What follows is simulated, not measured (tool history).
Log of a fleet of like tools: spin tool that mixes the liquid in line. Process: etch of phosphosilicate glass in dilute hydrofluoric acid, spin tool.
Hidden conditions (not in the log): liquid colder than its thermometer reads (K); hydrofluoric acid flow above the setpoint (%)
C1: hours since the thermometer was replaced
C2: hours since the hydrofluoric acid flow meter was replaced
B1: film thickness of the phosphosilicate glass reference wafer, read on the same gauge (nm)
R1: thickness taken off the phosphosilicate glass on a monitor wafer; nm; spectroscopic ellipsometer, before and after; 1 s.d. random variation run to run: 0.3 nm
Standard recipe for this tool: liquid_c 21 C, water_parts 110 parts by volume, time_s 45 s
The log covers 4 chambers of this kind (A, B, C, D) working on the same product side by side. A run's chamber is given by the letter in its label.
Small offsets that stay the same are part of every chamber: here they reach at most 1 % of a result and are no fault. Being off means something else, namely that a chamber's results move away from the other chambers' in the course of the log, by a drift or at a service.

{"run": "1B", "hour": 5.3, "liquid_c": 21, "water_parts": 110, "time_s": 45, "C1": 224.6, "C2": 1436.3, "B1": 139.98, "R1": 38.244}
{"run": "2A", "hour": 11.9, "liquid_c": 21, "water_parts": 110, "time_s": 45, "C1": 2083.4, "C2": 506.7, "B1": 139.97, "R1": 38.872}
{"run": "3D", "hour": 21.1, "liquid_c": 21, "water_parts": 110, "time_s": 45, "C1": 1075.5, "C2": 471.2, "B1": 139.98, "R1": 38.845}
{"hour": 25.0, "done": "chamber A: thermometer replaced"}
{"run": "4C", "hour": 29.9, "liquid_c": 21, "water_parts": 110, "time_s": 45, "C1": 1394.9, "C2": 1046.8, "B1": 139.97, "R1": 38.517}
{"run": "5A", "hour": 40.8, "liquid_c": 21, "water_parts": 110, "time_s": 45, "C1": 15.9, "C2": 535.6, "B1": 139.99, "R1": 38.344}
{"run": "6B", "hour": 49.4, "liquid_c": 21, "water_parts": 110, "time_s": 45, "C1": 268.7, "C2": 1480.4, "B1": 140, "R1": 38.461}
{"run": "7D", "hour": 57.3, "liquid_c": 21, "water_parts": 110, "time_s": 45, "C1": 1111.7, "C2": 507.4, "B1": 139.98, "R1": 37.836}
{"run": "8C", "hour": 65.4, "liquid_c": 21, "water_parts": 110, "time_s": 45, "C1": 1430.4, "C2": 1082.3, "B1": 140.01, "R1": 38.309}
{"run": "9D", "hour": 71.9, "liquid_c": 21, "water_parts": 110, "time_s": 45, "C1": 1126.3, "C2": 522, "B1": 139.99, "R1": 37.722}
{"run": "10B", "hour": 77.8, "liquid_c": 21, "water_parts": 110, "time_s": 45, "C1": 297.1, "C2": 1508.8, "B1": 140, "R1": 38.702}
{"run": "11C", "hour": 87.0, "liquid_c": 21, "water_parts": 110, "time_s": 55, "C1": 1452, "C2": 1103.9, "B1": 140, "R1": 47.409}
{"run": "12A", "hour": 97.7, "liquid_c": 21, "water_parts": 110, "time_s": 55, "C1": 72.8, "C2": 592.5, "B1": 139.99, "R1": 46.934}
{"run": "13A", "hour": 104.4, "liquid_c": 21, "water_parts": 110, "time_s": 55, "C1": 79.5, "C2": 599.2, "B1": 140.02, "R1": 47.402}
{"run": "14C", "hour": 113.0, "liquid_c": 21, "water_parts": 110, "time_s": 55, "C1": 1478, "C2": 1129.9, "B1": 139.98, "R1": 47.162}
{"run": "15D", "hour": 121.6, "liquid_c": 21, "water_parts": 110, "time_s": 45, "C1": 1176, "C2": 571.7, "B1": 140.01, "R1": 38.477}
{"run": "16B", "hour": 132.7, "liquid_c": 21, "water_parts": 110, "time_s": 45, "C1": 352, "C2": 1563.7, "B1": 139.98, "R1": 38.686}
{"run": "17D", "hour": 141.5, "liquid_c": 21, "water_parts": 110, "time_s": 45, "C1": 1195.9, "C2": 591.6, "B1": 140, "R1": 38.376}
{"run": "18C", "hour": 149.0, "liquid_c": 21, "water_parts": 110, "time_s": 45, "C1": 1514, "C2": 1165.9, "B1": 139.99, "R1": 39.114}
{"run": "19A", "hour": 159.3, "liquid_c": 21, "water_parts": 110, "time_s": 45, "C1": 134.4, "C2": 654.1, "B1": 140.02, "R1": 38.059}
{"run": "20B", "hour": 167.7, "liquid_c": 21, "water_parts": 110, "time_s": 45, "C1": 387, "C2": 1598.7, "B1": 139.99, "R1": 37.768}
{"run": "21A", "hour": 175.6, "liquid_c": 21, "water_parts": 155, "time_s": 65, "C1": 150.7, "C2": 670.4, "B1": 140, "R1": 37.24}
{"run": "22B", "hour": 184.2, "liquid_c": 21, "water_parts": 155, "time_s": 65, "C1": 403.5, "C2": 1615.2, "B1": 140, "R1": 36.999}
{"run": "23C", "hour": 189.9, "liquid_c": 21, "water_parts": 155, "time_s": 65, "C1": 1554.9, "C2": 1206.8, "B1": 139.99, "R1": 37.732}
{"run": "24D", "hour": 201.0, "liquid_c": 21, "water_parts": 155, "time_s": 65, "C1": 1255.4, "C2": 651.1, "B1": 140, "R1": 37.567}
{"run": "25D", "hour": 211.9, "liquid_c": 21, "water_parts": 110, "time_s": 45, "C1": 1266.3, "C2": 662, "B1": 139.98, "R1": 38.557}
{"run": "26A", "hour": 217.1, "liquid_c": 21, "water_parts": 110, "time_s": 45, "C1": 192.2, "C2": 711.9, "B1": 139.96, "R1": 38.583}
{"run": "27B", "hour": 224.7, "liquid_c": 21, "water_parts": 110, "time_s": 45, "C1": 444, "C2": 1655.7, "B1": 139.99, "R1": 38.285}
{"run": "28C", "hour": 235.7, "liquid_c": 21, "water_parts": 110, "time_s": 45, "C1": 1600.7, "C2": 1252.6, "B1": 139.97, "R1": 38.297}
{"run": "29C", "hour": 246.9, "liquid_c": 21, "water_parts": 110, "time_s": 45, "C1": 1611.9, "C2": 1263.8, "B1": 140, "R1": 38.969}
{"run": "30A", "hour": 251.9, "liquid_c": 21, "water_parts": 110, "time_s": 45, "C1": 227, "C2": 746.7, "B1": 139.99, "R1": 38.932}
{"hour": 253.2, "done": "chamber D: hydrofluoric acid flow meter replaced"}
{"run": "31D", "hour": 262.0, "liquid_c": 21, "water_parts": 110, "time_s": 45, "C1": 1316.4, "C2": 8.8, "B1": 139.98, "R1": 38.563}
{"run": "32B", "hour": 269.3, "liquid_c": 21, "water_parts": 110, "time_s": 45, "C1": 488.6, "C2": 1700.3, "B1": 140.02, "R1": 38.434}
{"run": "33A", "hour": 275.8, "liquid_c": 21, "water_parts": 110, "time_s": 45, "C1": 250.9, "C2": 770.6, "B1": 140, "R1": 38.285}

Next, all 4 chambers run the settings below, one line each with question marks for the results. What does each chamber give?
{"run": "34A", "hour": 283.9, "liquid_c": 25, "water_parts": 110, "time_s": 45, "R1": "?"}
{"run": "34B", "hour": 283.9, "liquid_c": 25, "water_parts": 110, "time_s": 45, "R1": "?"}
{"run": "34C", "hour": 283.9, "liquid_c": 25, "water_parts": 110, "time_s": 45, "R1": "?"}
{"run": "34D", "hour": 283.9, "liquid_c": 25, "water_parts": 110, "time_s": 45, "R1": "?"}

run=34A R1=45.316
run=34B R1=44.895
run=34C R1=45.279
run=34D R1=44.665
